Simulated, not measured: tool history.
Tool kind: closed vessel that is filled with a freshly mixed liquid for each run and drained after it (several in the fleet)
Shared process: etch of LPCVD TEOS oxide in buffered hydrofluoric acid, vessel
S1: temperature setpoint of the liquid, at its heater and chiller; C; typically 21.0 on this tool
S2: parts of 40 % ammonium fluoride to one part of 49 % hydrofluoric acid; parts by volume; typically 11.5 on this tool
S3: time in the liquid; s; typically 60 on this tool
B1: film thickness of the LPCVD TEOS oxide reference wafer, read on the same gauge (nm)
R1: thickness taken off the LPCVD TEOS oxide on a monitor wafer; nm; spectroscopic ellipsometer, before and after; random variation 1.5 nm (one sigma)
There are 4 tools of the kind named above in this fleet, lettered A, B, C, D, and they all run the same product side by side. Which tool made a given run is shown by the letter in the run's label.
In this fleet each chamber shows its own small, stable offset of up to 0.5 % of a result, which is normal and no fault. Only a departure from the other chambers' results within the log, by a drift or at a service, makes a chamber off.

Run 1D, hour 6.6: usual settings; B1 150.00. Result: R1 155.380 nm.
Run 2B, hour 15.3: usual settings; B1 150.03. Result: R1 155.910 nm.
Run 3A, hour 29.2: usual settings; B1 149.97. Result: R1 155.520 nm.
Run 4C, hour 41.6: usual settings; B1 150.02. Result: R1 155.520 nm.
Run 5A, hour 49.6: usual settings; B1 149.94. Result: R1 155.280 nm.
Run 6B, hour 56.6: usual settings but S1 17.0 C, S2 8.0 parts by volume; B1 150.01. Result: R1 174.080 nm.
Run 7D, hour 64.1: usual settings but S1 17.0 C, S2 8.0 parts by volume; B1 149.99. Result: R1 172.210 nm.
Run 8C, hour 73.6: usual settings but S1 17.0 C, S2 8.0 parts by volume; B1 150.00. Result: R1 171.220 nm.
Run 9A, hour 87.0: usual settings but S1 17.0 C, S2 8.0 parts by volume; B1 149.93. Result: R1 172.110 nm.
Run 10C, hour 97.7: usual settings but S1 23.5 C, S2 10.0 parts by volume; B1 150.06. Result: R1 208.440 nm.
Run 11B, hour 111.7: usual settings but S1 23.5 C, S2 10.0 parts by volume; B1 149.98. Result: R1 205.140 nm.
Run 12D, hour 122.8: usual settings but S1 23.5 C, S2 10.0 parts by volume; B1 150.01. Result: R1 207.450 nm.
Run 13A, hour 136.3: usual settings but S1 23.5 C, S2 10.0 parts by volume; B1 150.03. Result: R1 198.350 nm.
Run 14B, hour 146.0: usual settings; B1 150.04. Result: R1 156.990 nm.
Run 15C, hour 157.1: usual settings but S2 9.0 parts by volume, S3 45 s; B1 150.01. Result: R1 145.040 nm.
Run 16D, hour 164.5: usual settings but S2 9.0 parts by volume, S3 45 s; B1 150.01. Result: R1 143.410 nm.
Run 17C, hour 179.4: usual settings but S2 9.0 parts by volume, S3 45 s; B1 149.99. Result: R1 144.390 nm.
Run 18B, hour 191.4: usual settings but S2 9.0 parts by volume, S3 45 s; B1 150.00. Result: R1 142.970 nm.
At hour 194.4: chamber C: hydrofluoric acid flow meter replaced.
Run 19A, hour 199.5: usual settings; B1 149.98. Result: R1 148.040 nm.
Run 20D, hour 207.0: usual settings; B1 150.00. Result: R1 154.950 nm.
At hour 213.8: chamber C: thermometer replaced.
Run 21C, hour 216.0: usual settings; B1 149.99. Result: R1 157.110 nm.
Run 22A, hour 230.2: usual settings; B1 150.01. Result: R1 146.430 nm.
Run 23D, hour 245.1: usual settings; B1 149.98. Result: R1 155.350 nm.
Run 24B, hour 254.3: usual settings; B1 150.00. Result: R1 157.160 nm.
Run 25B, hour 262.2: usual settings; B1 149.95. Result: R1 154.290 nm.
Run 26A, hour 274.2: usual settings; B1 149.96. Result: R1 142.340 nm.
Run 27C, hour 284.2: usual settings but S1 25.5 C, S3 70 s; B1 149.98. Result: R1 236.920 nm.
Run 28D, hour 294.3: usual settings but S1 25.5 C, S3 70 s; B1 150.00. Result: R1 229.630 nm.
Run 29B, hour 308.5: usual settings but S1 25.5 C, S3 70 s; B1 149.98. Result: R1 228.430 nm.
Run 30A, hour 319.7: usual settings but S1 25.5 C, S3 70 s; B1 149.97. Result: R1 206.880 nm.
Run 31C, hour 327.8: usual settings; B1 149.99. Result: R1 157.580 nm.
Run 32D, hour 335.6: usual settings; B1 149.97. Result: R1 153.110 nm.
Run 33C, hour 347.7: usual settings; B1 150.04. Result: R1 156.320 nm.
Run 34A, hour 356.6: usual settings but S3 35 s; B1 149.98. Result: R1 80.616 nm.

Does one chamber stand apart from the rest, does the shared gauge drift, or is all well apart from small per-chamber offsets? Give the chamber and the most likely cause, where there is one.

One chamber, A, drifts off from the rest bit by bit.
What lies behind it: hydrofluoric acid flow below the setpoint (%) = 12.2.
The log may not separate it from: liquid colder than its thermometer reads (K).

Below are 4 candidate recipes for chamber A's next run, each the usual settings with a change, their results shown as question marks. Which of them brings A's results back in line with what the other chambers give on the usual settings?
Maximum distance from the other chambers' mean on the usual settings for a result to count as in line: R1 5.100 nm
Run 35A-1, hour 367.3: usual settings but S1 20.5 C. Result: R1 ?.
Run 35A-2, hour 367.3: usual settings but S2 11.0 parts by volume. Result: R1 ?.
Run 35A-3, hour 367.3: usual settings but S1 18.5 C. Result: R1 ?.
Run 35A-4, hour 367.3: usual settings but S2 10.0 parts by volume. Result: R1 ?.

What the other chambers average on the usual settings: R1 156.310 nm
  run       R1
35A-1  134.390
35A-2  144.360
35A-3  120.240
35A-4  158.480
35A-4 puts the chamber back in line with the other chambers.

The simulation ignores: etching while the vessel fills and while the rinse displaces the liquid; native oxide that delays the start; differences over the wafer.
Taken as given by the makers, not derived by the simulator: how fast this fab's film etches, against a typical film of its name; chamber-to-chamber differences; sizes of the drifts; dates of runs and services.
